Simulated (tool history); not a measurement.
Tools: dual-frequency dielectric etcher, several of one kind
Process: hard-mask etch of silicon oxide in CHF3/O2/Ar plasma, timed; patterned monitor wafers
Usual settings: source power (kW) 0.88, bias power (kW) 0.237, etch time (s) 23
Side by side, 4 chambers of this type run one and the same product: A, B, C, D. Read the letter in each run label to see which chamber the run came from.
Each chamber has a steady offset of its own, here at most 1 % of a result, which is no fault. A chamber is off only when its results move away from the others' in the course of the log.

run   hour  source power (kW)  bias power (kW)  etch time (s)  read-back reference wafer on the same gauge, depth_nm  mean etch depth across the wafer (angstrom)
 1C    5.5               0.88            0.237             23                                                 64.409                                       571.92
 2A     12               0.88            0.237             23                                                 64.417                                       585.09
 3D   16.2               0.88            0.237             23                                                 64.479                                       582.02
 4B   20.8               0.88            0.237             23                                                 64.393                                       579.06
 5C   24.2               0.67            0.237             28                                                 64.335                                       634.42
 6B   28.6               0.67            0.237             28                                                 64.397                                       632.03
 7D   32.5               0.67            0.237             28                                                  64.39                                       639.66
 8A     36               0.67            0.237             28                                                 64.375                                       637.08
 9A   41.4               0.88            0.237             23                                                  64.41                                       580.67
10C   44.6               0.88            0.237             23                                                 64.367                                       579.33
11D   50.2               0.88            0.237             23                                                 64.432                                        579.8
12B   55.6               0.88            0.237             23                                                 64.461                                       577.88
13C   62.3               0.88            0.237             23                                                 64.464                                       569.77
14D   65.9               0.88            0.237           25.5                                                 64.424                                       640.33
      66.3  -- chamber B: wet clean of the chamber
15B   69.2               0.88            0.237           25.5                                                 64.472                                       638.04
16A   72.9               0.88            0.237           25.5                                                 64.426                                          647
17C   76.9               0.88            0.237           25.5                                                 64.414                                       634.46
        81  -- chamber D: wet clean of the chamber
18A   81.7               0.88            0.237             23                                                 64.403                                       582.62
19D   84.8               0.88            0.237             23                                                 64.417                                       585.98
20B   91.4               0.88            0.237             23                                                 64.363                                       579.37
21C   95.3               0.88            0.237             23                                                 64.393                                       575.16
22D  101.4               0.88            0.237             23                                                 64.453                                       577.22
23A  106.6               0.88            0.237             23                                                 64.386                                       578.51
24B  112.2               0.88            0.237             23                                                  64.34                                       579.65
25D    116               0.88            0.237             23                                                 64.392                                       578.87

For the next run the whole fleet of 4 chambers uses the same settings. Give each chamber's results:
26A  120.8               0.88            0.183             23                                                                                                   ?
26B  120.8               0.88            0.183             23                                                                                                   ?
26C  120.8               0.88            0.183             23                                                                                                   ?
26D  120.8               0.88            0.183             23                                                                                                   ?

run  mean etch depth across the wafer (angstrom)
26A                                       534.68
26B                                       529.12
26C                                       524.67
26D                                       531.21
